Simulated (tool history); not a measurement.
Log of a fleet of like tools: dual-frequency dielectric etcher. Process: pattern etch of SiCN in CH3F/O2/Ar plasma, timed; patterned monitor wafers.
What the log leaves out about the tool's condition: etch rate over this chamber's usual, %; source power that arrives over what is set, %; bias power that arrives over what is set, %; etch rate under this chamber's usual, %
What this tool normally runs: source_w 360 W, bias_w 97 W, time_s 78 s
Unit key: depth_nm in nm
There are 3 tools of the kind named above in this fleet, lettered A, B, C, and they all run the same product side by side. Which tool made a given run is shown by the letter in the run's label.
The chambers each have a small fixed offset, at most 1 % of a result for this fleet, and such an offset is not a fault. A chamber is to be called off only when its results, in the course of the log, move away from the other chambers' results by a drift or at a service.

| run | hour | source_w | bias_w | time_s | hours since the last wet clean | hours since the last source power generator calibration | hours since the last bias power generator calibration | read-back reference wafer on the same gauge, depth_nm | depth_nm |
|---|---|---|---|---|---|---|---|---|---|
| 1B | 8.2 | 360 | 97 | 78 | 169.6 | 2032.9 | 4292.9 | 30.693 | 31.212 |
| 2C | 16.4 | 360 | 97 | 78 | 292.8 | 3212.9 | 2234.3 | 30.71 | 31.418 |
| 3A | 23 | 360 | 97 | 78 | 307.2 | 2601.3 | 1097 | 30.684 | 31.65 |
| 4B | 30.3 | 360 | 97 | 78 | 191.7 | 2055 | 4315 | 30.69 | 31.28 |
| 5C | 34.4 | 360 | 97 | 78 | 310.8 | 3230.9 | 2252.3 | 30.708 | 31.449 |
| 6A | 38.5 | 360 | 97 | 78 | 322.7 | 2616.8 | 1112.5 | 30.697 | 31.633 |
| 7B | 45.3 | 360 | 97 | 78 | 206.7 | 2070 | 4330 | 30.7 | 31.233 |
| 8A | 50.1 | 400 | 97 | 61 | 334.3 | 2628.4 | 1124.1 | 30.705 | 25.459 |
| 9C | 54.6 | 400 | 97 | 61 | 331 | 3251.1 | 2272.5 | 30.696 | 25.57 |
| 10B | 61.3 | 400 | 97 | 61 | 222.7 | 2086 | 4346 | 30.692 | 25.32 |
| 11A | 69.8 | 360 | 97 | 78 | 354 | 2648.1 | 1143.8 | 30.714 | 31.591 |
| 12C | 76.1 | 360 | 97 | 78 | 352.5 | 3272.6 | 2294 | 30.711 | 31.34 |
| 13A | 83.5 | 360 | 97 | 78 | 367.7 | 2661.8 | 1157.5 | 30.728 | 31.398 |
| 14B | 87.5 | 360 | 111 | 89 | 248.9 | 2112.2 | 4372.2 | 30.71 | 37.641 |
| 15C | 95.4 | 360 | 111 | 89 | 371.8 | 3291.9 | 2313.3 | 30.685 | 37.635 |
| 16C | 104.1 | 360 | 111 | 89 | 380.5 | 3300.6 | 2322 | 30.719 | 37.525 |
| 17B | 108.4 | 360 | 97 | 78 | 269.8 | 2133.1 | 4393.1 | 30.708 | 31.078 |
| 18A | 116.7 | 360 | 97 | 78 | 400.9 | 2695 | 1190.7 | 30.672 | 31.314 |
| 19C | 123.9 | 360 | 97 | 78 | 400.3 | 3320.4 | 2341.8 | 30.688 | 31.387 |
| 20B | 131.1 | 450 | 105 | 78 | 292.5 | 2155.8 | 4415.8 | 30.699 | 34.971 |
| 21A | 135.1 | 450 | 105 | 78 | 419.3 | 2713.4 | 1209.1 | 30.692 | 35.348 |
| 22A | 144 | 450 | 105 | 78 | 428.2 | 2722.3 | 1218 | 30.712 | 35.073 |
| 23B | 150.1 | 360 | 97 | 78 | 311.5 | 2174.8 | 4434.8 | 30.706 | 31.242 |
| 24C | 157.8 | 360 | 79 | 78 | 434.2 | 3354.3 | 2375.7 | 30.696 | 29.2 |
| 25C | 165.3 | 360 | 79 | 78 | 441.7 | 3361.8 | 2383.2 | 30.685 | 29.188 |
| 26B | 171.9 | 360 | 79 | 78 | 333.3 | 2196.6 | 4456.6 | 30.68 | 28.939 |
| 27A | 177.3 | 360 | 111 | 78 | 461.5 | 2755.6 | 1251.3 | 30.727 | 33.091 |
| 28C | 183.7 | 360 | 111 | 78 | 460.1 | 3380.2 | 2401.6 | 30.675 | 33.385 |
| 29A | 188.2 | 360 | 111 | 78 | 472.4 | 2766.5 | 1262.2 | 30.694 | 33.269 |
| 30B | 194.6 | 360 | 97 | 78 | 356 | 2219.3 | 4479.3 | 30.697 | 31.247 |
|  | 200.8 | chamber A: wet clean of the chamber |
| 31B | 203.3 | 400 | 80 | 78 | 364.7 | 2228 | 4488 | 30.689 | 30.194 |
| 32A | 207.3 | 400 | 80 | 78 | 6.5 | 2785.6 | 1281.3 | 30.73 | 30.342 |
| 33C | 215.9 | 400 | 80 | 78 | 492.3 | 3412.4 | 2433.8 | 30.732 | 30.92 |
| 34B | 224.9 | 360 | 78 | 58.5 | 386.3 | 2249.6 | 4509.6 | 30.72 | 21.616 |
| 35A | 231.7 | 360 | 78 | 58.5 | 30.9 | 2810 | 1305.7 | 30.733 | 21.76 |
| 36C | 237.3 | 360 | 78 | 58.5 | 513.7 | 3433.8 | 2455.2 | 30.696 | 22.035 |
|  | 244.5 | chamber C: bias power generator calibrated |
| 37A | 245.5 | 360 | 97 | 78 | 44.7 | 2823.8 | 1319.5 | 30.686 | 31.742 |
| 38B | 250.8 | 360 | 97 | 78 | 412.2 | 2275.5 | 4535.5 | 30.722 | 31.072 |
| 39C | 255.5 | 360 | 97 | 78 | 531.9 | 3452 | 11.1 | 30.692 | 31.94 |
| 40C | 262.8 | 360 | 97 | 78 | 539.2 | 3459.3 | 18.4 | 30.658 | 31.718 |
| 41A | 268.1 | 440 | 81 | 78 | 67.3 | 2846.4 | 1342.1 | 30.732 | 31.585 |
| 42B | 274.5 | 440 | 81 | 78 | 435.9 | 2299.2 | 4559.2 | 30.715 | 31.21 |
| 43B | 282.5 | 440 | 81 | 78 | 443.9 | 2307.2 | 4567.2 | 30.702 | 31.556 |
| 44C | 287.4 | 360 | 78 | 78 | 563.8 | 3483.9 | 43 | 30.712 | 29.648 |

Read the log: is a single chamber off, either drifting away or since a service, is the gauge that measures every chamber drifting, or is nothing wrong beyond small per-chamber offsets? Name any odd chamber and what most likely caused it.

One chamber, C, drifts off from the rest bit by bit.
Likeliest cause: etch rate over this chamber's usual, % = 2.44.

Chamber C could run next with any of the 4 candidate recipes listed below; each alters the usual settings, and their results appear as question marks. Which one brings its results back in line with what the other chambers deliver on the usual settings?
Maximum distance from the other chambers' mean on the usual settings for a result to count as in line: depth_nm 0.43 nm
| 45C-1 | 293.8 | 350 | 94 | 78 |  |  |  |  | ? |
| 45C-2 | 293.8 | 360 | 96 | 74.5 |  |  |  |  | ? |
| 45C-3 | 293.8 | 370 | 100 | 78 |  |  |  |  | ? |
| 45C-4 | 293.8 | 360 | 98 | 81.5 |  |  |  |  | ? |

The other chambers' mean on the usual settings: depth_nm 31.324 nm
| run | depth_nm |
|---|---|
| 45C-1 | 31.368 |
| 45C-2 | 30.509 |
| 45C-3 | 32.763 |
| 45C-4 | 33.637 |
45C-1 is the one that brings the chamber's results back in line with the other chambers.
